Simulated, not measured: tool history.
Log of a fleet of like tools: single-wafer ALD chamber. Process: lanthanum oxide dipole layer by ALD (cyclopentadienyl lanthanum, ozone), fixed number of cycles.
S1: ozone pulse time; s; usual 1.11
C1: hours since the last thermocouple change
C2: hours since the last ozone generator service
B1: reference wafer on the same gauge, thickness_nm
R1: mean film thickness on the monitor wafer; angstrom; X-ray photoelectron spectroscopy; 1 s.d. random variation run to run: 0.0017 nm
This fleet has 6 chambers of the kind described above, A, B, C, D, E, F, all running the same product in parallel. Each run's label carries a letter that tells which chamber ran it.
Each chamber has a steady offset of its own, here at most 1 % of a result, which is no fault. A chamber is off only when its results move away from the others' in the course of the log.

| run | hour | S1 | C1 | C2 | B1 | R1 |
|---|---|---|---|---|---|---|
| 1D | 3.7 | 1.11 | 118 | 492.6 | 0.59913 | 5.1678 |
| 2B | 8.3 | 1.11 | 1555.1 | 874.2 | 0.59824 | 5.1199 |
| 3E | 11.3 | 1.11 | 724.1 | 888.6 | 0.59898 | 5.1432 |
| 4F | 16.3 | 1.11 | 696.2 | 229.9 | 0.59886 | 5.1892 |
| 5A | 21.3 | 1.11 | 2261.5 | 727 | 0.59896 | 5.1971 |
| 6C | 26.2 | 0.83 | 1268.3 | 996.5 | 0.59946 | 4.7343 |
| 7D | 28.7 | 0.83 | 143 | 517.6 | 0.59885 | 4.7079 |
| 8A | 34.1 | 0.83 | 2274.3 | 739.8 | 0.59892 | 4.6912 |
| 9F | 39.1 | 0.83 | 719 | 252.7 | 0.59856 | 4.6816 |
| 10B | 42.7 | 0.83 | 1589.5 | 908.6 | 0.59961 | 4.6852 |
|  | 45.1 | chamber C: thermocouple changed; heater temperature recalibrated |
| 11E | 45.6 | 0.83 | 758.4 | 922.9 | 0.59862 | 4.6691 |
| 12C | 49.2 | 0.9 | 4.1 | 1019.5 | 0.59933 | 4.8545 |
| 13D | 54.1 | 0.9 | 168.4 | 543 | 0.59896 | 4.8505 |
| 14B | 56.9 | 0.9 | 1603.7 | 922.8 | 0.59916 | 4.8346 |
|  | 61.5 | chamber D: ozone generator serviced |
| 15A | 61.9 | 0.9 | 2302.1 | 767.6 | 0.59883 | 4.8602 |
| 16F | 66.1 | 0.9 | 746 | 279.7 | 0.59901 | 4.8186 |
| 17E | 68.9 | 0.9 | 781.7 | 946.2 | 0.599 | 4.8018 |
|  | 70.7 | chamber E: ozone generator serviced |
| 18C | 73.6 | 1.11 | 28.5 | 1043.9 | 0.59906 | 5.1621 |
| 19A | 76.7 | 1.11 | 2316.9 | 782.4 | 0.59932 | 5.1855 |
| 20D | 80.5 | 1.11 | 194.8 | 19.1 | 0.59837 | 5.2003 |
| 21F | 85.9 | 1.11 | 765.8 | 299.5 | 0.59922 | 5.1706 |
| 22B | 90.2 | 1.11 | 1637 | 956.1 | 0.59913 | 5.1696 |
| 23E | 95.1 | 1.11 | 807.9 | 24.4 | 0.59888 | 5.1588 |
| 24C | 100.1 | 1.49 | 55 | 1070.4 | 0.59936 | 5.4789 |
| 25A | 103.3 | 1.49 | 2343.5 | 809 | 0.59861 | 5.5203 |
| 26B | 109 | 1.49 | 1655.8 | 974.9 | 0.59949 | 5.4737 |
| 27F | 114.6 | 1.49 | 794.5 | 328.2 | 0.59909 | 5.5159 |
| 28D | 118.4 | 1.49 | 232.7 | 57 | 0.59856 | 5.545 |
|  | 120.8 | chamber A: thermocouple changed; heater temperature recalibrated |
| 29C | 122.6 | 1.49 | 77.5 | 1092.9 | 0.59898 | 5.5105 |
| 30E | 128 | 1.11 | 840.8 | 57.3 | 0.59913 | 5.1154 |
| 31E | 132.4 | 1.11 | 845.2 | 61.7 | 0.59888 | 5.1762 |
| 32D | 137.1 | 1.11 | 251.4 | 75.7 | 0.59898 | 5.207 |
| 33C | 140.7 | 1.11 | 95.6 | 1111 | 0.59899 | 5.1508 |
|  | 143.7 | chamber B: thermocouple changed; heater temperature recalibrated |
| 34A | 144.6 | 0.76 | 23.8 | 850.3 | 0.59894 | 4.54 |
| 35F | 149.9 | 0.76 | 829.8 | 363.5 | 0.59895 | 4.5282 |
| 36B | 153.9 | 0.76 | 10.3 | 1019.8 | 0.59887 | 4.5229 |

Predict what each chamber gives when all 6 of them run the settings below next.
| 37A | 157.9 | 1.51 |  |  |  | ? |
| 37B | 157.9 | 1.51 |  |  |  | ? |
| 37C | 157.9 | 1.51 |  |  |  | ? |
| 37D | 157.9 | 1.51 |  |  |  | ? |
| 37E | 157.9 | 1.51 |  |  |  | ? |
| 37F | 157.9 | 1.51 |  |  |  | ? |

| run | R1 |
|---|---|
| 37A | 5.5456 |
| 37B | 5.5108 |
| 37C | 5.5196 |
| 37D | 5.5846 |
| 37E | 5.4929 |
| 37F | 5.5044 |
